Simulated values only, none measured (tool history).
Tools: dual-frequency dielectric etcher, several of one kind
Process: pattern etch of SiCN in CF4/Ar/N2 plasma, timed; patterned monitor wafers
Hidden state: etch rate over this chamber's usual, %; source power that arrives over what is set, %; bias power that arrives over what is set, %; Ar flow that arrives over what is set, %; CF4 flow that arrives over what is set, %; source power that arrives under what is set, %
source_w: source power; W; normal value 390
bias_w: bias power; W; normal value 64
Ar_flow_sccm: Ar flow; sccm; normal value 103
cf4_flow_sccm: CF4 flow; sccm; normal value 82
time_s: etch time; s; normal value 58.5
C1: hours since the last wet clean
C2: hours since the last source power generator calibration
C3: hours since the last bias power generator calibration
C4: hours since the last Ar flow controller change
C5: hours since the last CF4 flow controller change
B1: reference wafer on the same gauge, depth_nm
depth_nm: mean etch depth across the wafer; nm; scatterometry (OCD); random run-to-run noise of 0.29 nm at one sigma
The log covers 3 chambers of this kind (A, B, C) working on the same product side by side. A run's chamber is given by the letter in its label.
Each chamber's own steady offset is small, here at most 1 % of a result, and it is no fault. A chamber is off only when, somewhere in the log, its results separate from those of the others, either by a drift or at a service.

run 1C day=0.296 | source_w=390 bias_w=64 Ar_flow_sccm=103 cf4_flow_sccm=82 time_s=58.5 | C1=144.2 C2=4880.2 C3=2346.1 C4=2004.9 C5=3059.2 | B1=41.059 | depth_nm=43.678
run 2A day=0.604 | source_w=390 bias_w=64 Ar_flow_sccm=103 cf4_flow_sccm=82 time_s=58.5 | C1=178.6 C2=1016.0 C3=1085.5 C4=2498.3 C5=105.1 | B1=41.057 | depth_nm=44.045
run 3B day=0.771 | source_w=390 bias_w=64 Ar_flow_sccm=103 cf4_flow_sccm=82 time_s=58.5 | C1=200.8 C2=731.5 C3=467.3 C4=2982.7 C5=2904.4 | B1=41.172 | depth_nm=43.799
run 4B day=1.038 | source_w=390 bias_w=64 Ar_flow_sccm=103 cf4_flow_sccm=82 time_s=58.5 | C1=207.2 C2=737.9 C3=473.7 C4=2989.1 C5=2910.8 | B1=41.101 | depth_nm=43.758
run 5C day=1.267 | source_w=390 bias_w=75 Ar_flow_sccm=114 cf4_flow_sccm=82 time_s=58.5 | C1=167.5 C2=4903.5 C3=2369.4 C4=2028.2 C5=3082.5 | B1=41.179 | depth_nm=45.761
run 6A day=1.550 | source_w=390 bias_w=75 Ar_flow_sccm=114 cf4_flow_sccm=82 time_s=58.5 | C1=201.3 C2=1038.7 C3=1108.2 C4=2521.0 C5=127.8 | B1=41.056 | depth_nm=46.305
-- day=1.583 chamber C: CF4 flow controller replaced
run 7B day=1.838 | source_w=390 bias_w=75 Ar_flow_sccm=114 cf4_flow_sccm=82 time_s=58.5 | C1=226.4 C2=757.1 C3=492.9 C4=3008.3 C5=2930.0 | B1=41.134 | depth_nm=45.467
run 8C day=2.067 | source_w=390 bias_w=64 Ar_flow_sccm=103 cf4_flow_sccm=82 time_s=58.5 | C1=186.7 C2=4922.7 C3=2388.6 C4=2047.4 C5=11.6 | B1=41.084 | depth_nm=43.350
run 9A day=2.246 | source_w=390 bias_w=64 Ar_flow_sccm=103 cf4_flow_sccm=82 time_s=58.5 | C1=218.0 C2=1055.4 C3=1124.9 C4=2537.7 C5=144.5 | B1=41.144 | depth_nm=43.956
run 10B day=2.521 | source_w=390 bias_w=64 Ar_flow_sccm=103 cf4_flow_sccm=82 time_s=58.5 | C1=242.8 C2=773.5 C3=509.3 C4=3024.7 C5=2946.4 | B1=41.091 | depth_nm=43.415
run 11A day=2.733 | source_w=390 bias_w=64 Ar_flow_sccm=103 cf4_flow_sccm=82 time_s=58.5 | C1=229.7 C2=1067.1 C3=1136.6 C4=2549.4 C5=156.2 | B1=41.102 | depth_nm=43.786
run 12C day=3.017 | source_w=390 bias_w=64 Ar_flow_sccm=103 cf4_flow_sccm=82 time_s=58.5 | C1=209.5 C2=4945.5 C3=2411.4 C4=2070.2 C5=34.4 | B1=41.106 | depth_nm=43.570
-- day=3.121 chamber B: CF4 flow controller replaced
run 13A day=3.296 | source_w=390 bias_w=64 Ar_flow_sccm=103 cf4_flow_sccm=82 time_s=58.5 | C1=243.2 C2=1080.6 C3=1150.1 C4=2562.9 C5=169.7 | B1=41.179 | depth_nm=44.043
run 14C day=3.638 | source_w=390 bias_w=64 Ar_flow_sccm=103 cf4_flow_sccm=82 time_s=58.5 | C1=224.4 C2=4960.4 C3=2426.3 C4=2085.1 C5=49.3 | B1=41.200 | depth_nm=43.706
run 15B day=3.896 | source_w=390 bias_w=75 Ar_flow_sccm=78 cf4_flow_sccm=82 time_s=58.5 | C1=275.8 C2=806.5 C3=542.3 C4=3057.7 C5=18.7 | B1=41.088 | depth_nm=47.635
run 16C day=4.250 | source_w=390 bias_w=75 Ar_flow_sccm=78 cf4_flow_sccm=82 time_s=58.5 | C1=239.1 C2=4975.1 C3=2441.0 C4=2099.8 C5=64.0 | B1=41.051 | depth_nm=47.529
run 17B day=4.467 | source_w=390 bias_w=75 Ar_flow_sccm=78 cf4_flow_sccm=82 time_s=58.5 | C1=289.5 C2=820.2 C3=556.0 C4=3071.4 C5=32.4 | B1=41.109 | depth_nm=47.976
run 18A day=4.800 | source_w=390 bias_w=64 Ar_flow_sccm=103 cf4_flow_sccm=82 time_s=58.5 | C1=279.3 C2=1116.7 C3=1186.2 C4=2599.0 C5=205.8 | B1=41.075 | depth_nm=43.691
run 19B day=5.142 | source_w=390 bias_w=64 Ar_flow_sccm=103 cf4_flow_sccm=82 time_s=58.5 | C1=305.7 C2=836.4 C3=572.2 C4=3087.6 C5=48.6 | B1=41.062 | depth_nm=44.117
run 20A day=5.338 | source_w=390 bias_w=64 Ar_flow_sccm=103 cf4_flow_sccm=82 time_s=58.5 | C1=292.2 C2=1129.6 C3=1199.1 C4=2611.9 C5=218.7 | B1=41.083 | depth_nm=44.171
run 21C day=5.679 | source_w=390 bias_w=64 Ar_flow_sccm=103 cf4_flow_sccm=82 time_s=58.5 | C1=273.4 C2=5009.4 C3=2475.3 C4=2134.1 C5=98.3 | B1=41.058 | depth_nm=43.989
run 22B day=6.029 | source_w=340 bias_w=64 Ar_flow_sccm=103 cf4_flow_sccm=82 time_s=68.5 | C1=327.0 C2=857.7 C3=593.5 C4=3108.9 C5=69.9 | B1=41.181 | depth_nm=45.945
run 23C day=6.346 | source_w=340 bias_w=64 Ar_flow_sccm=103 cf4_flow_sccm=82 time_s=68.5 | C1=289.4 C2=5025.4 C3=2491.3 C4=2150.1 C5=114.3 | B1=41.095 | depth_nm=45.471

Next, every chamber runs the same settings. What will each give?
run 24A day=6.604 | source_w=390 bias_w=64 Ar_flow_sccm=103 cf4_flow_sccm=82 time_s=58.5 | depth_nm=?
run 24B day=6.604 | source_w=390 bias_w=64 Ar_flow_sccm=103 cf4_flow_sccm=82 time_s=58.5 | depth_nm=?
run 24C day=6.604 | source_w=390 bias_w=64 Ar_flow_sccm=103 cf4_flow_sccm=82 time_s=58.5 | depth_nm=?

run=24A depth_nm=44.269
run=24B depth_nm=44.240
run=24C depth_nm=43.430
